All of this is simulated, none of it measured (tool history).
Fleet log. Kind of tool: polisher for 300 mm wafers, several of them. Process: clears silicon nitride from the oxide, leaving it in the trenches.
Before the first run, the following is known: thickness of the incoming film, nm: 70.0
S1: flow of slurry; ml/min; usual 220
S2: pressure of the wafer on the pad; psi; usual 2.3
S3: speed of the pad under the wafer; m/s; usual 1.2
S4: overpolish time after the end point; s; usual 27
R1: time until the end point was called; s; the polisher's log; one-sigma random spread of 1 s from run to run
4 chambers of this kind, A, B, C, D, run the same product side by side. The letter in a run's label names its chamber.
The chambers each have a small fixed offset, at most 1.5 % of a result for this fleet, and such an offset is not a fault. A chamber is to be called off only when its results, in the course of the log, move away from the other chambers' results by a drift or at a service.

run,hour,S1,S2,S3,S4,R1
1C,10.6,220,2.3,1.2,27,78.638
# hour 17.5: chamber B: slurry nozzle cleaned
2D,20,220,2.3,1.2,27,79.218
# hour 24.8: chamber B: worn pad replaced by a new one
3A,33,220,2.3,1.2,27,82.726
4B,40,220,2.3,1.2,27,80.537
5A,47.5,220,2.3,1.2,27,81.431
6D,57.5,220,2.3,1.2,27,80.914
# hour 63.5: chamber A: worn pad replaced by a new one
7B,68.9,220,2.3,1.2,27,81.435
8C,75.7,220,2.3,1.2,27,80.48
9C,89.9,220,2.1,1.46,27,71.583
# hour 95.8: chamber C: worn pad replaced by a new one
10A,103.7,220,2.1,1.46,27,73.043
# hour 109.5: chamber B: worn pad replaced by a new one
# hour 110.7: chamber D: worn pad replaced by a new one
11B,116,220,2.1,1.46,27,72.932
12D,123.5,220,2.1,1.46,27,71.2
13D,130.1,220,2.3,1.2,27,80.157
14C,144.8,220,2.3,1.2,27,79.78
# hour 146.4: chamber A: worn pad replaced by a new one
15B,159.4,220,2.3,1.2,27,81.871
16A,170.9,220,2.3,1.2,27,80.994
17B,178.4,220,2.3,1.2,27,81.248
# hour 180.2: chamber B: worn pad replaced by a new one
18D,192.2,220,2.3,1.2,27,81.482
# hour 205.6: chamber C: slurry nozzle cleaned
19A,207.4,275,2.3,1.4,27,67.804
20C,219.1,275,2.3,1.4,27,66.772
# hour 221.3: chamber C: worn pad replaced by a new one
# hour 224.9: chamber A: worn pad replaced by a new one
21A,233.8,275,2.3,1.4,27,66.478
# hour 236.8: chamber D: worn pad replaced by a new one
22B,240.4,275,2.3,1.4,27,67.352
# hour 241.1: chamber B: head pressure recalibrated
23D,248.4,270,2.3,1.2,27,79.015
# hour 251.8: chamber B: worn pad replaced by a new one
24C,255.4,270,2.3,1.2,27,79.161
# hour 267.3: chamber A: head pressure recalibrated
25C,268.7,270,2.3,1.2,27,78.563
26D,280.6,270,2.3,1.2,27,78.258
27A,290.4,220,2.3,1.2,27,80.193
28B,300.8,220,2.3,1.2,27,81.229
# hour 302.7: chamber D: slurry nozzle cleaned
# hour 311.6: chamber A: worn pad replaced by a new one
29C,312,220,2.3,1.2,27,81.304
30A,320.3,220,2.3,1.2,27,81.749
# hour 329.6: chamber B: worn pad replaced by a new one
31D,330.6,220,2.3,1.2,27,79.08
32B,341,250,2.3,1.2,27,79.567
# hour 344.4: chamber D: worn pad replaced by a new one
# hour 350.5: chamber C: worn pad replaced by a new one
33A,353.1,250,2.3,1.2,27,80.671
34C,366.4,250,2.3,1.2,27,78.348
35D,378.9,250,2.3,1.2,27,78.235
36B,393.9,165,2.3,1.2,27,82.929
37C,401.3,165,2.3,1.2,27,84.411

Next, every chamber runs the same settings. What will each give?
38A,412.2,220,2.3,1.2,27,?
38B,412.2,220,2.3,1.2,27,?
38C,412.2,220,2.3,1.2,27,?
38D,412.2,220,2.3,1.2,27,?

run,R1
38A,82.36
38B,79.594
38C,80.765
38D,81.073

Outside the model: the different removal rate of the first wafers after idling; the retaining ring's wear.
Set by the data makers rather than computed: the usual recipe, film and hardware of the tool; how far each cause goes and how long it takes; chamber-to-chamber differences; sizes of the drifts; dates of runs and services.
